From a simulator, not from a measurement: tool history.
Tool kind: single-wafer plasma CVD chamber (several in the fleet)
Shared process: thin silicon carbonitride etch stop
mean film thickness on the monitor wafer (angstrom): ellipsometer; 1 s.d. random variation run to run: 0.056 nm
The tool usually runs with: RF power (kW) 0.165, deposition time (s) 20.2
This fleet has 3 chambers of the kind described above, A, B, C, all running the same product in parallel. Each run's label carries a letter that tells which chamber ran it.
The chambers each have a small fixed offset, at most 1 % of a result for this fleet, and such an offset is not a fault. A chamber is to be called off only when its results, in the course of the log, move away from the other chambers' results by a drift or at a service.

run	hour	RF power (kW)	deposition time (s)	read-back reference wafer on the same gauge, thickness_nm	mean film thickness on the monitor wafer (angstrom)
1C	7.8	0.165	20.2	11.808	106.98
2A	16.7	0.165	20.2	11.791	109.92
3B	28.1	0.165	20.2	11.813	106.81
4B	33.1	0.165	20.2	11.803	108.93
5C	39.2	0.165	16.4	11.8	87.009
6A	47.2	0.165	16.4	11.812	88.637
7B	56.8	0.165	16.4	11.788	87.946
8A	68	0.165	20.2	11.806	109.65
9C	76.8	0.145	24.1	11.797	124.09
10B	86.3	0.145	24.1	11.798	123.48
11A	92.7	0.145	24.1	11.794	125.76
12C	101	0.15	20.2	11.8	105.78
13B	112.2	0.15	20.2	11.801	105.43
14C	121.4	0.15	20.2	11.798	105.53
15A	127.1	0.165	20.2	11.809	110.43
16A	133.8	0.165	20.2	11.793	108.44
17B	140.6	0.165	17.3	11.783	93.017
18C	146.7	0.165	17.3	11.8	92.276
19A	154.9	0.165	17.3	11.812	93.155
20C	166	0.165	20.2	11.805	108.39

For the next run the whole fleet of 3 chambers uses the same settings. Give each chamber's results:
21A	174.1	0.165	21.4		?
21B	174.1	0.165	21.4		?
21C	174.1	0.165	21.4		?

run	mean film thickness on the monitor wafer (angstrom)
21A	116.16
21B	115.4
21C	114.16

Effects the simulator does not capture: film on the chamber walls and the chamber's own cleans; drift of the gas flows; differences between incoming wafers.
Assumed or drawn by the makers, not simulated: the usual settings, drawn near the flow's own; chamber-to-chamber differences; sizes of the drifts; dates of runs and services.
